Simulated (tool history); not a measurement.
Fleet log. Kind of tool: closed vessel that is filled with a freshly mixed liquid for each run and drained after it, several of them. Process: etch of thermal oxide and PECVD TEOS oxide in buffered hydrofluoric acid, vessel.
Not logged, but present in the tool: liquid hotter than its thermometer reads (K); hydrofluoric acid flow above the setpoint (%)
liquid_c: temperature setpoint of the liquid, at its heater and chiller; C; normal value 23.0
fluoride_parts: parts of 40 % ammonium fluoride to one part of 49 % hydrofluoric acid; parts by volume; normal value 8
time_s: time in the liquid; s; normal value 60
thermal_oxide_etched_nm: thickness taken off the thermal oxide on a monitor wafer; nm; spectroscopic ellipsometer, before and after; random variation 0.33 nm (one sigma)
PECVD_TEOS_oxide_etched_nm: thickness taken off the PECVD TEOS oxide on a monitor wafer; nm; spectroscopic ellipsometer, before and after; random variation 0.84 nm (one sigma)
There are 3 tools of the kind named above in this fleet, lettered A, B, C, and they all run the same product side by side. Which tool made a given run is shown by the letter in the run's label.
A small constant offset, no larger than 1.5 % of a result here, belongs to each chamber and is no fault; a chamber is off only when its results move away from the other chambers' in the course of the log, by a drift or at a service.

| run | hour | liquid_c | fluoride_parts | time_s | hours since the thermometer was replaced | hours since the hydrofluoric acid flow meter was replaced | read-back film thickness of the thermal oxide reference wafer, read on the same gauge (nm) | read-back film thickness of the PECVD TEOS oxide reference wafer, read on the same gauge (nm) | thermal_oxide_etched_nm | PECVD_TEOS_oxide_etched_nm |
|---|---|---|---|---|---|---|---|---|---|---|
| 1A | 10.2 | 23.0 | 8 | 60 | 761.7 | 462.6 | 39.992 | 99.994 | 78.836 | 87.262 |
| 2B | 18.4 | 23.0 | 8 | 60 | 475.3 | 861.9 | 40.019 | 100.020 | 79.035 | 85.906 |
| 3C | 24.0 | 23.0 | 8 | 60 | 146.8 | 871.6 | 40.001 | 100.010 | 77.660 | 86.611 |
| 4A | 31.1 | 23.0 | 8 | 60 | 782.6 | 483.5 | 39.999 | 99.988 | 79.484 | 86.102 |
| 5C | 37.9 | 23.0 | 8 | 75 | 160.7 | 885.5 | 39.997 | 99.996 | 95.863 | 106.650 |
| 6B | 43.8 | 23.0 | 8 | 75 | 500.7 | 887.3 | 40.016 | 100.020 | 98.307 | 105.160 |
| 7A | 48.4 | 23.0 | 8 | 75 | 799.9 | 500.8 | 40.019 | 99.992 | 99.482 | 107.730 |
| 8C | 55.5 | 23.0 | 8 | 60 | 178.3 | 903.1 | 40.021 | 100.030 | 77.423 | 86.256 |
|  | 58.0 | chamber A: thermometer replaced |
| 9B | 62.0 | 23.0 | 8 | 60 | 518.9 | 905.5 | 40.000 | 99.991 | 78.185 | 85.043 |
| 10B | 71.9 | 23.0 | 8 | 60 | 528.8 | 915.4 | 40.021 | 99.982 | 78.376 | 85.672 |
| 11A | 76.6 | 23.0 | 8 | 60 | 18.7 | 529.0 | 40.012 | 100.010 | 78.858 | 88.622 |
| 12C | 85.6 | 23.0 | 8 | 60 | 208.4 | 933.2 | 40.003 | 100.010 | 77.239 | 84.684 |
| 13B | 94.1 | 23.0 | 8 | 60 | 551.0 | 937.6 | 39.999 | 100.010 | 78.525 | 85.454 |
| 14A | 103.6 | 23.0 | 8 | 60 | 45.7 | 556.0 | 39.993 | 99.986 | 79.080 | 86.948 |
| 15C | 112.7 | 23.0 | 8 | 60 | 235.5 | 960.3 | 39.973 | 100.010 | 77.549 | 85.646 |
| 16B | 118.6 | 23.0 | 8 | 60 | 575.5 | 962.1 | 39.995 | 99.982 | 78.787 | 85.241 |
| 17A | 124.2 | 23.0 | 8 | 60 | 66.3 | 576.6 | 39.982 | 99.979 | 79.584 | 85.641 |
| 18C | 130.9 | 23.0 | 8 | 60 | 253.7 | 978.5 | 40.008 | 100.010 | 77.595 | 85.498 |
| 19A | 137.3 | 23.0 | 8 | 60 | 79.4 | 589.7 | 40.001 | 100.000 | 78.772 | 85.742 |
| 20C | 142.1 | 23.0 | 8 | 60 | 264.9 | 989.7 | 40.001 | 100.010 | 77.167 | 86.276 |
| 21B | 146.8 | 23.0 | 8 | 60 | 603.7 | 990.3 | 40.002 | 100.000 | 78.506 | 85.027 |
| 22C | 153.4 | 23.0 | 8 | 60 | 276.2 | 1001.0 | 40.005 | 99.990 | 77.268 | 85.615 |
|  | 154.1 | chamber C: hydrofluoric acid flow meter replaced |
| 23A | 161.7 | 23.0 | 8 | 60 | 103.8 | 614.1 | 39.993 | 99.997 | 79.342 | 86.333 |
| 24B | 168.1 | 23.0 | 8 | 60 | 625.0 | 1011.6 | 40.002 | 100.010 | 78.213 | 84.396 |
| 25A | 174.9 | 23.0 | 8 | 60 | 117.0 | 627.3 | 40.012 | 99.989 | 78.897 | 86.533 |
| 26C | 180.3 | 23.0 | 8 | 60 | 303.1 | 26.2 | 40.015 | 99.977 | 77.479 | 85.984 |
| 27B | 190.2 | 27.0 | 10 | 60 | 647.1 | 1033.7 | 39.993 | 100.010 | 80.593 | 87.607 |
| 28A | 196.4 | 27.0 | 10 | 60 | 138.5 | 648.8 | 40.000 | 99.972 | 80.854 | 86.673 |
| 29B | 204.2 | 27.0 | 10 | 60 | 661.1 | 1047.7 | 39.997 | 100.030 | 80.368 | 88.692 |
| 30C | 209.2 | 20.5 | 5 | 60 | 332.0 | 55.1 | 39.986 | 100.000 | 104.170 | 113.790 |
| 31B | 219.1 | 20.5 | 5 | 60 | 676.0 | 1062.6 | 40.006 | 100.020 | 106.850 | 113.410 |
| 32C | 227.6 | 20.5 | 5 | 60 | 350.4 | 73.5 | 39.995 | 99.984 | 103.430 | 114.050 |
| 33A | 233.8 | 23.0 | 8 | 60 | 175.9 | 686.2 | 39.991 | 99.986 | 78.833 | 87.461 |
| 34A | 238.7 | 18.0 | 10 | 60 | 180.8 | 691.1 | 40.007 | 100.010 | 49.518 | 54.266 |
| 35C | 246.2 | 18.0 | 10 | 60 | 369.0 | 92.1 | 40.007 | 100.010 | 47.634 | 53.381 |
| 36B | 256.4 | 18.0 | 10 | 60 | 713.3 | 1099.9 | 39.991 | 100.040 | 48.801 | 52.596 |
| 37C | 265.5 | 23.0 | 8 | 60 | 388.3 | 111.4 | 39.995 | 100.010 | 77.775 | 87.159 |

Each of the 3 chambers runs these same settings next. Fill in every chamber's results:
| 38A | 272.9 | 24.5 | 8 | 60 |  |  |  |  | ? | ? |
| 38B | 272.9 | 24.5 | 8 | 60 |  |  |  |  | ? | ? |
| 38C | 272.9 | 24.5 | 8 | 60 |  |  |  |  | ? | ? |

| run | thermal_oxide_etched_nm | PECVD_TEOS_oxide_etched_nm |
|---|---|---|
| 38A | 86.167 | 93.956 |
| 38B | 85.742 | 94.282 |
| 38C | 84.398 | 92.154 |
